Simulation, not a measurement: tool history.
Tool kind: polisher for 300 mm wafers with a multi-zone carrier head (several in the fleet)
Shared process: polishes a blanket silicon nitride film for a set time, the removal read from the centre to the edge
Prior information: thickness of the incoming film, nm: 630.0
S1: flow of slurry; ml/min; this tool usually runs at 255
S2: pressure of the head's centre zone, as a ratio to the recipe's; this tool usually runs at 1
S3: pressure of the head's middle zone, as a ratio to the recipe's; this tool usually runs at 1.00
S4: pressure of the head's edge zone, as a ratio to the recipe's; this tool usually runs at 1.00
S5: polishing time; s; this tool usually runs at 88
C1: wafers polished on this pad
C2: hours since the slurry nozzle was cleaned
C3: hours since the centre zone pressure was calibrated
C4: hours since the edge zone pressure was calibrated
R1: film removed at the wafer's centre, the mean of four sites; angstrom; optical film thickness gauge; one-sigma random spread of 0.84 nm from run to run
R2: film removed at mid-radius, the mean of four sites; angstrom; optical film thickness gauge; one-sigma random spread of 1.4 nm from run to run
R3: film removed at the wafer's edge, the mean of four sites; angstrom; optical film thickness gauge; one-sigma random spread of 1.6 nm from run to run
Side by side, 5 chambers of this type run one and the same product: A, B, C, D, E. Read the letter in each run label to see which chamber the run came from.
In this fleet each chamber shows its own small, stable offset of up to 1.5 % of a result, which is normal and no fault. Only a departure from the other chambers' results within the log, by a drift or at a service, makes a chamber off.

run     day   S1  S2    S3    S4  S5    C1     C2     C3     C4      R1      R2      R3
 1B   0.288  255   1  1.00  1.00  88   646  519.5   80.3  430.1  1249.1  1259.9  1262.3
      0.542  -- chamber B: worn pad replaced by a new one
 2A   0.550  255   1  1.00  1.00  88   743  196.1  192.7  144.0  1257.2  1228.8  1263.8
      0.638  -- chamber C: worn pad replaced by a new one
 3D   0.962  255   1  1.00  1.00  88   854  424.3  679.0  519.6  1265.6  1278.1  1252.9
      1.121  -- chamber E: worn pad replaced by a new one
 4C   1.283  255   1  1.00  1.00  88   127  316.1   73.9  253.6  1254.9  1242.2  1266.3
 5E   1.617  255   1  1.00  1.00  88    98  187.6  810.7  158.0  1239.1  1282.7  1236.2
      1.638  -- chamber D: edge zone pressure recalibrated
 6E   1.871  255   1  1.00  1.00  77   148  193.7  816.8  164.1  1092.8  1104.0  1082.6
      1.950  -- chamber A: worn pad replaced by a new one
 7A   2.088  255   1  1.00  1.00  77    27  233.0  229.6  180.9  1091.3  1076.2  1103.0
 8C   2.458  255   1  1.00  1.00  77   360  344.3  102.1  281.8  1103.7  1097.6  1091.8
      2.617  -- chamber D: worn pad replaced by a new one
 9B   2.850  255   1  1.00  1.00  77   457  581.0  141.8  491.6  1101.1  1099.3  1064.4
10D   3.075  255   1  1.00  1.00  77    91  475.0  729.7   34.5  1115.7  1102.6  1088.1
11B   3.267  255   1  1.00  1.00  88   539  591.0  151.8  501.6  1242.0  1268.5  1255.0
12A   3.638  255   1  1.00  1.00  88   334  270.2  266.8  218.1  1254.7  1234.0  1267.2
13E   4.058  255   1  1.00  1.00  88   581  246.2  869.3  216.6  1266.4  1263.4  1230.6
      4.129  -- chamber B: worn pad replaced by a new one
      4.375  -- chamber B: edge zone pressure recalibrated
14C   4.454  255   1  1.00  1.00  88   755  392.2  150.0  329.7  1258.3  1248.2  1271.2
15D   4.817  255   1  1.00  1.00  88   436  516.8  771.5   76.3  1256.9  1290.4  1237.6
      4.842  -- chamber A: slurry nozzle cleaned
16D   5.221  255   1  1.00  1.00  88   516  526.5  781.2   86.0  1253.0  1253.8  1235.3
17B   5.604  255   1  1.00  1.00  88   292  647.1  207.9   29.5  1251.2  1246.4  1237.3
18A   5.975  255   1  1.00  1.00  88   797   27.2  322.9  274.2  1229.5  1248.7  1267.0
19E   6.238  255   1  1.00  1.00  88  1012  298.5  921.6  268.9  1229.3  1264.1  1233.1
20C   6.496  255   1  1.00  1.00  88  1159  441.2  199.0  378.7  1242.1  1268.5  1265.0
21E   6.875  255   1  1.00  1.00  88  1139  313.8  936.9  284.2  1249.5  1267.2  1230.4
      6.967  -- chamber A: worn pad replaced by a new one
22A   7.279  255   1  1.00  1.00  88    62   58.5  354.2  305.5  1226.8  1250.8  1265.2
      7.379  -- chamber E: worn pad replaced by a new one
23C   7.496  255   1  1.00  1.00  88  1357  465.2  223.0  402.7  1250.6  1246.0  1253.0
      7.617  -- chamber C: worn pad replaced by a new one
      7.633  -- chamber E: slurry nozzle cleaned
      7.758  -- chamber E: centre zone pressure recalibrated
24D   7.871  255   1  1.05  1.00  88  1040  590.1  844.8  149.6  1267.2  1306.6  1261.9
      7.925  -- chamber D: worn pad replaced by a new one
25B   8.171  255   1  1.05  1.00  88   800  708.7  269.5   91.1  1242.0  1303.7  1255.5
      8.292  -- chamber B: worn pad replaced by a new one
26E   8.454  255   1  1.05  1.00  88   213   19.7   16.7  322.1  1255.5  1323.3  1209.9
27D   8.842  255   1  1.05  1.00  88   182  613.4  868.1  172.9  1243.6  1297.7  1269.6
28C   9.254  255   1  1.05  1.00  88   324  507.4  265.2  444.9  1261.0  1301.9  1233.9
29A   9.604  255   1  1.00  1.00  88   522  114.3  410.0  361.3  1188.2  1238.9  1227.1
30B   9.842  255   1  1.00  1.00  88   307  748.8  309.6  131.2  1245.5  1246.9  1237.7
31E  10.183  255   1  1.00  1.00  88   555   61.2   58.2  363.6  1262.5  1257.8  1228.8
32C  10.400  255   1  1.09  1.05  88   551  534.9  292.7  472.4  1249.8  1350.5  1283.1
33D  10.642  255   1  1.09  1.05  88   538  656.6  911.3  216.1  1250.7  1370.5  1288.7
34A  10.962  255   1  1.09  1.05  88   791  146.9  442.6  393.9  1181.5  1371.8  1292.3
     11.079  -- chamber A: worn pad replaced by a new one
35B  11.367  255   1  1.09  1.05  88   608  785.4  346.2  167.8  1250.5  1357.6  1290.7
36A  11.617  255   1  1.09  1.05  88   106  162.6  458.3  409.6  1176.6  1345.2  1293.1
37E  11.858  255   1  1.00  1.00  88   887  101.4   98.4  403.8  1258.7  1229.8  1248.6
     11.996  -- chamber B: worn pad replaced by a new one
38B  12.175  255   1  1.00  1.00  88    35  804.8  365.6  187.2  1234.6  1248.6  1235.8

All 5 chambers run these settings next. Forecast each chamber's results:
39A  12.492  255   1  1.00  0.90  88                   ?   ?   ?
39B  12.492  255   1  1.00  0.90  88                   ?   ?   ?
39C  12.492  255   1  1.00  0.90  88                   ?   ?   ?
39D  12.492  255   1  1.00  0.90  88                   ?   ?   ?
39E  12.492  255   1  1.00  0.90  88                   ?   ?   ?

run      R1      R2      R3
39A  1182.1  1239.6  1207.1
39B  1239.8  1247.0  1205.8
39C  1240.6  1272.0  1199.9
39D  1260.5  1271.4  1185.0
39E  1251.0  1276.5  1205.0
